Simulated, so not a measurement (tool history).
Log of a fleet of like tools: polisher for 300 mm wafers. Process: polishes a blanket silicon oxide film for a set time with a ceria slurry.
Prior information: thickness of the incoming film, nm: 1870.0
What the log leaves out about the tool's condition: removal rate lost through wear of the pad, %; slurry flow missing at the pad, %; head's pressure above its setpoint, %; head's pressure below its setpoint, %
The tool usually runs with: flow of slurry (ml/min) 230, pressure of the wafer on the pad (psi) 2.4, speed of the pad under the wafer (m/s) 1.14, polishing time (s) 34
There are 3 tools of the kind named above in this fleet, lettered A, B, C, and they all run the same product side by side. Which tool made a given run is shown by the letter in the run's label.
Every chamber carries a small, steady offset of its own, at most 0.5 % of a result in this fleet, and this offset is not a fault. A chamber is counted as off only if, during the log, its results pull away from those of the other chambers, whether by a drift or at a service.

run	day	flow of slurry (ml/min)	pressure of the wafer on the pad (psi)	speed of the pad under the wafer (m/s)	polishing time (s)	wafers polished on this pad	hours since the slurry nozzle was cleaned	hours since the head pressure was calibrated	film removed (angstrom)
# day 0.192: chamber C: worn pad replaced by a new one
1A	0.533	230	2.4	1.14	34	863	212.4	537.3	1088.5
# day 0.621: chamber B: worn pad replaced by a new one
2B	0.996	230	2.4	1.14	34	130	220.9	57.1	1106.2
3C	1.479	230	2.4	1.14	34	447	222.2	256.7	1104.4
# day 1.758: chamber A: worn pad replaced by a new one
4B	1.938	230	2.4	1.14	34	457	243.5	79.7	1098.9
5A	2.425	230	2.4	1.14	34	231	257.8	582.7	1094
# day 2.862: chamber B: worn pad replaced by a new one
6C	2.862	230	2.4	1.14	34	927	255.4	289.9	1089.6
7B	3.379	230	2.4	1.14	34	180	278.1	114.3	1102.8
# day 3.542: chamber C: worn pad replaced by a new one
8C	3.733	230	1.8	1.14	42	67	276.3	310.8	1024
9A	3.971	230	1.8	1.14	42	768	294.9	619.8	997.16
10C	4.475	230	1.8	1.14	42	324	294.1	328.6	1033.3
# day 4.538: chamber A: head pressure recalibrated
# day 4.688: chamber A: worn pad replaced by a new one
11B	5.017	230	2.4	1.14	34	748	317.4	153.6	1101.9
12A	5.333	230	2.4	1.14	34	225	327.6	19.1	1085.3
# day 5.358: chamber B: worn pad replaced by a new one
13C	5.7	230	2.4	1.14	34	750	323.5	358	1089.3
# day 5.808: chamber C: slurry nozzle cleaned
14A	5.95	230	2.4	1.14	34	439	342.4	33.9	1112.8
15B	6.45	230	2.4	1.14	34	379	351.8	188	1082.5
16B	6.892	230	2.4	1.14	34	533	362.4	198.6	1097.5
17A	7.338	280	2.4	1.14	34	920	375.7	67.2	1126.6
# day 7.517: chamber C: worn pad replaced by a new one
18C	7.683	280	2.4	1.14	34	59	45.1	405.6	1072.7
# day 7.767: chamber A: worn pad replaced by a new one
# day 8.004: chamber B: worn pad replaced by a new one
19C	8.079	280	2.4	1.14	34	196	54.6	415.1	1082.8
20B	8.462	230	2.4	1.14	34	159	400.1	236.3	1097.6
21A	8.704	230	2.4	1.14	34	326	408.5	100	1101.4
22B	9.071	230	2.4	1.14	34	370	414.7	250.9	1110.7
23C	9.408	230	2.4	1.14	34	657	86.5	447	1041.2
24A	9.842	230	2.4	1.14	34	721	435.8	127.3	1086.3
# day 9.996: chamber B: slurry nozzle cleaned
25C	10.092	230	2.4	1.14	34	895	102.9	463.4	1037.9
26B	10.496	230	2.4	1.14	34	865	12.1	285.1	1090.5
# day 10.712: chamber B: worn pad replaced by a new one
27A	10.788	230	2.4	1.14	34	1049	458.5	150	1096.7
28C	11.138	230	2.4	1.14	34	1258	128	488.5	1025.8
# day 11.379: chamber A: worn pad replaced by a new one
29A	11.483	230	2.6	1.38	34	36	475.2	166.7	1434.3
30B	11.817	230	2.6	1.38	34	384	43.8	316.8	1441.3

Decide between three cases: one chamber stands off from its peers, the gauge reading all wafers drifts, or nothing is wrong past each chamber's small offset. Where a chamber is off, say which and what most likely put it there.

One chamber, C, drifts off from the rest bit by bit.
Most likely cause: head's pressure below its setpoint, % = 8.16.

Below are 4 candidate recipes for chamber C's next run, each the usual settings with a change, their results shown as question marks. Which of them brings C's results back in line with what the other chambers give on the usual settings?
A result is in line if it is within this distance of the other chambers' mean on the usual settings: film removed (angstrom) 39
31C-1	12.208	230	2.4	1.12	34				?
31C-2	12.208	230	2.4	1.14	37				?
31C-3	12.208	230	2.3	1.14	33				?
31C-4	12.208	230	2.4	1.16	34				?

Average result of the remaining chambers running the usual settings: film removed (angstrom) 1096.3
run	film removed (angstrom)
31C-1	988.25
31C-2	1094.8
31C-3	936.07
31C-4	1023.8
31C-2 is the one that brings the chamber's results back in line with the other chambers.
